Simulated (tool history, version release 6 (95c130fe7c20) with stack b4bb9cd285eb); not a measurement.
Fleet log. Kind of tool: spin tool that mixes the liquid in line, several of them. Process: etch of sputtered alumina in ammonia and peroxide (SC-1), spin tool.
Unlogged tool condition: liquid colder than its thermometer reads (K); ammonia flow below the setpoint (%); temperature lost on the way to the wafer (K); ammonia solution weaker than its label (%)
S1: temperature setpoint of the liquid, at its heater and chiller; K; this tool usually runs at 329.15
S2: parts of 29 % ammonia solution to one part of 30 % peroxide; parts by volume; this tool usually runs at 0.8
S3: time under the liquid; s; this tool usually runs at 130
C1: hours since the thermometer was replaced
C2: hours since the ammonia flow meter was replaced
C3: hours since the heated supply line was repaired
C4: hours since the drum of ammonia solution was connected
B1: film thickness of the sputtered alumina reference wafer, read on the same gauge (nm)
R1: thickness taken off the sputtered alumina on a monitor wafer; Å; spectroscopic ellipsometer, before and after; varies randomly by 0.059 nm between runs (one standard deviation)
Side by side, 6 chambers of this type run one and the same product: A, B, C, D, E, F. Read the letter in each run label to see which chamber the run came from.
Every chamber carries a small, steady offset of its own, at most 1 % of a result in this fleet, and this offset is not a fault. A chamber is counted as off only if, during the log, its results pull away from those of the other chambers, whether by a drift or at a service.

run   hour      S1    S2   S3      C1      C2      C3     C4      B1      R1
 1C    2.4  329.15   0.8  130   463.9     626  2259.8   37.4  60.019   108.1
 2B    5.3  329.15   0.8  130  1051.9  1088.3  2660.6   68.9  59.999  106.32
 3F    7.9  329.15   0.8  130  1802.6   332.7   170.8    309  60.016  107.51
 4E     10  329.15   0.8  130  1110.2   265.6  2010.7  103.3  59.995  106.87
 5D   12.6  329.15   0.8  130    76.7  1979.4  1568.7  213.7  59.972  106.94
 6A   15.4  329.15   0.8  130  1069.4     433   393.7   96.6  59.996  107.79
 7F   18.1  329.15   0.8  130  1812.8   342.9     181  319.2  60.019  106.68
 8E   20.7  329.15   0.8  130  1120.9   276.3  2021.4    114  60.006  106.35
 9C   23.3  329.15   0.8  130   484.8   646.9  2280.7   58.3  59.989   107.2
10B   25.3  329.15   0.8  130  1071.9  1108.3  2680.6   88.9  59.973  106.92
11D   29.5  329.15   0.8  130    93.6  1996.3  1585.6  230.6  59.964  107.63
12A   32.3  329.15   0.8  130  1086.3   449.9   410.6  113.5  59.978  106.44
13C   35.6  329.15   0.8  130   497.1   659.2    2293   70.6   60.03  107.41
14B   39.3  329.15   0.8  130  1085.9  1122.3  2694.6  102.9  60.007  106.65
15E     43  329.15   0.8  130  1143.2   298.6  2043.7  136.3  59.985   105.7
16A   46.3  329.15   0.8  130  1100.3   463.9   424.6  127.5  60.009  108.13
17F   48.7  329.15   0.8  130  1843.4   373.5   211.6  349.8  60.003  107.69
18D   51.5  329.15   0.8  130   115.6  2018.3  1607.6  252.6  59.968  106.96
19F   55.2  329.15   0.8  130  1849.9     380   218.1  356.3  60.016  106.39
20E   58.6  329.15   0.8  130  1158.8   314.2  2059.3  151.9  59.991  104.98
21B   61.5  329.15   0.8  130  1108.1  1144.5  2716.8  125.1  60.005  106.96
22C   65.2  329.15   0.8  130   526.7   688.8  2322.6  100.2  59.991  108.25
23D   67.9  329.15   0.8  130     132  2034.7    1624    269  60.019  107.36
24A   72.4  329.15   0.8  130  1126.4     490   450.7  153.6   60.01  107.37
25D   75.4  335.65   0.8  180   139.5  2042.2  1631.5  276.5  60.007   207.8
      75.5  -- chamber F: new drum of ammonia solution connected
26E   78.7  335.65   0.8  180  1178.9   334.3  2079.4    172  60.003  200.64
27B     82  335.65   0.8  180  1128.6    1165  2737.3  145.6  60.019  207.57
28C   84.5  335.65   0.8  180     546   708.1  2341.9  119.5  59.958  208.72
29A   86.8  335.65   0.8  180  1140.8   504.4   465.1    168  59.997  208.39
30F   89.6  335.65   0.8  180  1884.3   414.4   252.5   14.2  60.022  205.08
31C     93  329.15   0.8  130   554.5   716.6  2350.4    128   59.99  108.43
32F   96.7  329.15   0.8  130  1891.4   421.5   259.6   21.3  59.999  106.95
33A   99.2  329.15  1.05   55  1153.2   516.8   477.5  180.4  59.965  46.419
34D  102.3  329.15  1.05   55   166.4  2069.1  1658.4  303.4  59.984  46.644
35B  104.6  329.15  1.05   55  1151.2  1187.6  2759.9  168.2  60.034  46.279
     105.4  -- chamber E: new drum of ammonia solution connected
36E    108  329.15  1.05   55  1208.2   363.6  2108.7    2.6  59.984  44.459
37C  110.1  329.15  1.05   55   571.6   733.7  2367.5  145.1  59.964  46.481
38B  112.2  329.15  1.05   55  1158.8  1195.2  2767.5  175.8   59.99  46.317
39D  114.2  329.15   0.5  130   178.3    2081  1670.3  315.3  60.005  102.15
40A  117.8  329.15   0.5  130  1171.8   535.4   496.1    199  60.002  102.83
41F  120.1  329.15   0.5  130  1914.8   444.9     283   44.7  60.001  102.84
42E  124.1  329.15   0.5  130  1224.3   379.7  2124.8   18.7  59.989  97.207
43B  127.7  329.15   0.5  130  1174.3  1210.7    2783  191.3  60.021  103.24

Predict what each chamber gives when all 6 of them run the settings below next.
44A   131  329.15  1.1  130                       ?
44B   131  329.15  1.1  130                       ?
44C   131  329.15  1.1  130                       ?
44D   131  329.15  1.1  130                       ?
44E   131  329.15  1.1  130                       ?
44F   131  329.15  1.1  130                       ?

run      R1
44A  110.17
44B  111.48
44C  109.79
44D  109.98
44E   104.6
44F  111.44

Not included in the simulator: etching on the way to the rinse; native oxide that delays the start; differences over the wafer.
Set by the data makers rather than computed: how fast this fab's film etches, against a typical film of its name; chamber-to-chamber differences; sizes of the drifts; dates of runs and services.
